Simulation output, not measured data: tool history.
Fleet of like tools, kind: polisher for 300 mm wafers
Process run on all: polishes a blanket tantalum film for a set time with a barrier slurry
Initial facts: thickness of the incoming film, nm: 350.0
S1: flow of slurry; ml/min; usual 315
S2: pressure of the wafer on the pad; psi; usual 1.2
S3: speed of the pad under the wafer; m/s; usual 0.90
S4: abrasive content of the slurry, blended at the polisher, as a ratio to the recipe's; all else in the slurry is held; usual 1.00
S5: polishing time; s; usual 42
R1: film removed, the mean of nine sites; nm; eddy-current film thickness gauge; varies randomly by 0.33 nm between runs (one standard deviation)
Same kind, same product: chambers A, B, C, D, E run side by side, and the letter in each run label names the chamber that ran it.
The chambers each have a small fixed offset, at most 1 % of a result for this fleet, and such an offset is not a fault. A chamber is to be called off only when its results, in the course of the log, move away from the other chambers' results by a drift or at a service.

run   hour   S1   S2    S3    S4  S5      R1
       3.7  -- chamber D: worn pad replaced by a new one
 1D    4.0  315  1.2  0.90  1.00  42  32.118
       4.9  -- chamber C: slurry nozzle cleaned
 2C    7.3  315  1.2  0.90  1.00  42  31.984
 3A   11.6  315  1.2  0.90  1.00  42  32.045
 4B   15.1  315  1.2  0.90  1.00  42  31.731
 5E   20.5  315  1.2  0.90  1.00  42  31.586
 6A   26.5  315  1.2  0.90  1.00  42  31.751
      29.5  -- chamber A: worn pad replaced by a new one
 7E   30.0  315  1.2  0.90  1.00  42  31.434
      31.3  -- chamber C: worn pad replaced by a new one
 8B   34.1  315  1.2  0.90  1.00  42  32.204
 9D   37.7  315  1.2  0.90  1.00  42  31.383
      39.1  -- chamber E: worn pad replaced by a new one
      41.8  -- chamber D: slurry nozzle cleaned
10C   42.4  315  1.2  0.90  1.00  42  31.414
11A   48.4  315  1.2  0.90  1.00  42  31.734
12B   54.3  315  1.2  0.90  1.00  42  32.202
      54.8  -- chamber B: worn pad replaced by a new one
13C   58.9  315  1.2  0.90  1.00  42  31.724
      59.3  -- chamber D: worn pad replaced by a new one
14E   62.2  315  1.2  0.90  1.00  42  31.934
15D   65.1  315  1.2  0.90  1.00  42  31.610
16C   68.8  315  1.2  0.90  1.00  42  32.117
      70.5  -- chamber A: worn pad replaced by a new one
17B   73.5  315  1.2  0.90  1.00  42  32.900
18D   78.5  315  1.2  0.90  1.00  42  31.762
19A   81.8  315  1.2  0.90  1.00  42  31.102
      84.9  -- chamber E: slurry blender recalibrated
20E   87.4  315  1.2  0.90  1.00  42  31.627
      88.5  -- chamber A: slurry blender recalibrated
      90.1  -- chamber E: worn pad replaced by a new one
21A   91.4  315  1.2  0.90  1.00  42  31.954
22E   95.3  315  1.2  0.90  1.00  42  32.154
23D   99.8  315  1.2  0.90  1.15  51  40.011
24C  105.5  315  1.2  0.90  1.15  51  39.974
25B  108.7  315  1.2  0.90  1.15  51  42.449
     110.2  -- chamber D: worn pad replaced by a new one
26A  112.0  315  1.2  0.90  1.15  51  40.250
     115.0  -- chamber A: worn pad replaced by a new one
27C  117.9  315  1.2  0.90  1.15  51  39.655
     118.0  -- chamber D: slurry blender recalibrated
     122.0  -- chamber B: slurry blender recalibrated
28D  123.8  315  1.2  0.90  1.00  42  31.657
     127.4  -- chamber C: worn pad replaced by a new one
29B  128.4  315  1.2  0.90  1.00  42  34.744
30E  131.8  315  1.2  0.90  1.00  42  31.831
31C  136.7  315  1.2  0.90  1.00  42  31.949
32D  140.5  315  1.2  0.90  1.00  42  31.546
33A  146.1  315  1.2  0.90  1.00  42  31.573
     146.3  -- chamber E: worn pad replaced by a new one
34E  151.8  315  1.2  0.64  1.00  42  22.702
     154.5  -- chamber A: worn pad replaced by a new one
35B  155.8  315  1.2  0.64  1.00  42  25.116
36C  161.0  315  1.2  0.64  1.00  42  22.484
     162.5  -- chamber B: worn pad replaced by a new one
37A  165.3  315  1.2  0.64  1.00  42  22.796
38B  170.6  315  1.2  0.64  1.00  42  25.642

The same settings go to every chamber for the next run, one line per chamber below. Forecast the results for each:
39A  174.9  315  1.2  0.90  1.00  42   ?
39B  174.9  315  1.2  0.90  1.00  42   ?
39C  174.9  315  1.2  0.90  1.00  42   ?
39D  174.9  315  1.2  0.90  1.00  42   ?
39E  174.9  315  1.2  0.90  1.00  42   ?

run      R1
39A  31.686
39B  36.385
39C  31.872
39D  31.468
39E  32.168

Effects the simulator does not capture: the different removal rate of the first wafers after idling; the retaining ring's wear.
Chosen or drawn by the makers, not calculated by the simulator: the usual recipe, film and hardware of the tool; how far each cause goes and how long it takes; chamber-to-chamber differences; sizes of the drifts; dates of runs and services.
